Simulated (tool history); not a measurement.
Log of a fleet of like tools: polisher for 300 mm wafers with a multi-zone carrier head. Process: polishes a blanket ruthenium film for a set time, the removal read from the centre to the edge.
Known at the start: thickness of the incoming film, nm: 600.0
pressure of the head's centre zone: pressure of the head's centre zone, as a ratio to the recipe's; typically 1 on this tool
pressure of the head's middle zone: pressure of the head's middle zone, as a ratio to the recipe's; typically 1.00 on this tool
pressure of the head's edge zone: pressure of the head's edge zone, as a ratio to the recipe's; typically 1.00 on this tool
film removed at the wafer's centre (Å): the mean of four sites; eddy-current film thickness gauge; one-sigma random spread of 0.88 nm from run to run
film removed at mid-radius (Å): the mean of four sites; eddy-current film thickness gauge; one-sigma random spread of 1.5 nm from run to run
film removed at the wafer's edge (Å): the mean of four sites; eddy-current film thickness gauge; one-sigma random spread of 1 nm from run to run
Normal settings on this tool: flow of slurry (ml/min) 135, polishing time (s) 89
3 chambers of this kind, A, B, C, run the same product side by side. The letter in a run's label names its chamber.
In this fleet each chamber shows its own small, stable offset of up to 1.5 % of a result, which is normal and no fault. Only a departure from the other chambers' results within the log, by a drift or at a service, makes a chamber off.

run,hour,flow of slurry (ml/min),pressure of the head's centre zone,pressure of the head's middle zone,pressure of the head's edge zone,polishing time (s),film removed at the wafer's centre (Å),film removed at mid-radius (Å),film removed at the wafer's edge (Å)
1A,7.8,135,1,1.00,1.00,89,1376.9,1403.8,1375.4
2C,15.3,135,1,1.00,1.00,89,1366.4,1366.7,1396.2
# hour 18.0: chamber B: worn pad replaced by a new one
3B,24.1,135,1,1.00,1.00,89,1373.4,1390.7,1370.4
4A,31.3,135,1,1.00,1.00,89,1387.2,1388.4,1366.3
5C,36.9,135,1,1.00,1.00,89,1385.1,1346.9,1375.7
6B,44.5,135,1,1.00,1.00,89,1376.3,1371.1,1378.7
7A,53.6,135,1,0.93,1.12,89,1384.8,1296.8,1452.6
8C,60.3,135,1,0.93,1.12,89,1368.5,1269.1,1491.1
9B,69.2,135,1,0.93,1.12,89,1372.4,1286.1,1450.6
10A,75.7,135,1,1.00,1.00,89,1382.1,1371.0,1373.3
# hour 79.7: chamber C: worn pad replaced by a new one
11B,82.4,135,1,1.10,0.90,89,1376.7,1518.4,1276.6
12C,89.2,135,1,1.10,0.90,89,1375.1,1508.3,1311.5
# hour 96.7: chamber B: edge zone pressure recalibrated
13A,96.8,135,1,1.10,0.90,89,1388.3,1531.2,1288.8
# hour 100.0: chamber B: slurry nozzle cleaned
14B,101.4,135,1,1.00,1.00,89,1360.3,1381.0,1351.9
# hour 102.6: chamber A: worn pad replaced by a new one
15C,107.9,135,1,1.00,1.00,89,1363.4,1408.2,1387.2
# hour 114.1: chamber A: centre zone pressure recalibrated
16B,116.4,135,1,1.00,1.00,89,1382.2,1384.2,1373.2
# hour 119.0: chamber B: worn pad replaced by a new one
17A,125.2,135,1,1.00,1.00,89,1469.6,1393.6,1383.9
18C,131.9,135,1,1.00,1.00,89,1389.9,1361.2,1372.7
# hour 134.7: chamber A: slurry nozzle cleaned
19A,139.4,135,1,1.00,1.00,89,1465.8,1374.5,1379.5
20B,146.3,135,1,1.00,1.00,89,1378.8,1381.4,1369.4
21C,154.6,135,1,1.00,1.00,89,1390.4,1366.9,1383.9
22A,160.5,135,1,1.00,1.00,89,1471.5,1404.4,1365.8
23B,164.6,135,1,1.00,1.00,89,1381.4,1382.0,1359.3
24C,171.0,135,1,1.00,1.00,89,1382.4,1378.9,1388.2
25A,179.1,135,1,1.00,1.00,89,1469.6,1407.7,1364.9
26C,185.5,135,1,1.00,1.00,89,1375.1,1378.9,1386.7
27B,194.6,135,1,1.00,1.00,89,1391.8,1354.4,1371.8
28C,202.3,135,1,1.00,1.00,89,1378.1,1344.2,1396.8
29B,208.9,135,1,1.00,1.00,89,1388.2,1378.8,1373.3
30A,216.6,135,1,1.00,1.00,89,1486.0,1381.3,1369.8
# hour 223.8: chamber B: worn pad replaced by a new one
31C,225.2,135,1,1.00,1.00,89,1362.6,1364.8,1396.0
32B,233.3,135,1,1.00,1.00,89,1361.4,1371.4,1382.3
33A,238.4,135,1,1.00,1.00,89,1469.3,1368.4,1371.2
# hour 241.4: chamber A: worn pad replaced by a new one
34A,245.9,135,1,1.00,1.00,89,1480.6,1370.7,1374.9
35B,252.0,135,1,1.00,1.00,89,1369.5,1364.3,1365.4
36C,257.5,135,1,1.00,1.00,89,1362.1,1360.4,1380.2

Next, every chamber runs the same settings. What will each give?
37A,264.1,135,1,1.00,1.00,89,?,?,?
37B,264.1,135,1,1.00,1.00,89,?,?,?
37C,264.1,135,1,1.00,1.00,89,?,?,?

run,film removed at the wafer's centre (Å),film removed at mid-radius (Å),film removed at the wafer's edge (Å)
37A,1449.7,1389.2,1368.3
37B,1386.2,1347.3,1357.8
37C,1369.9,1367.7,1369.2
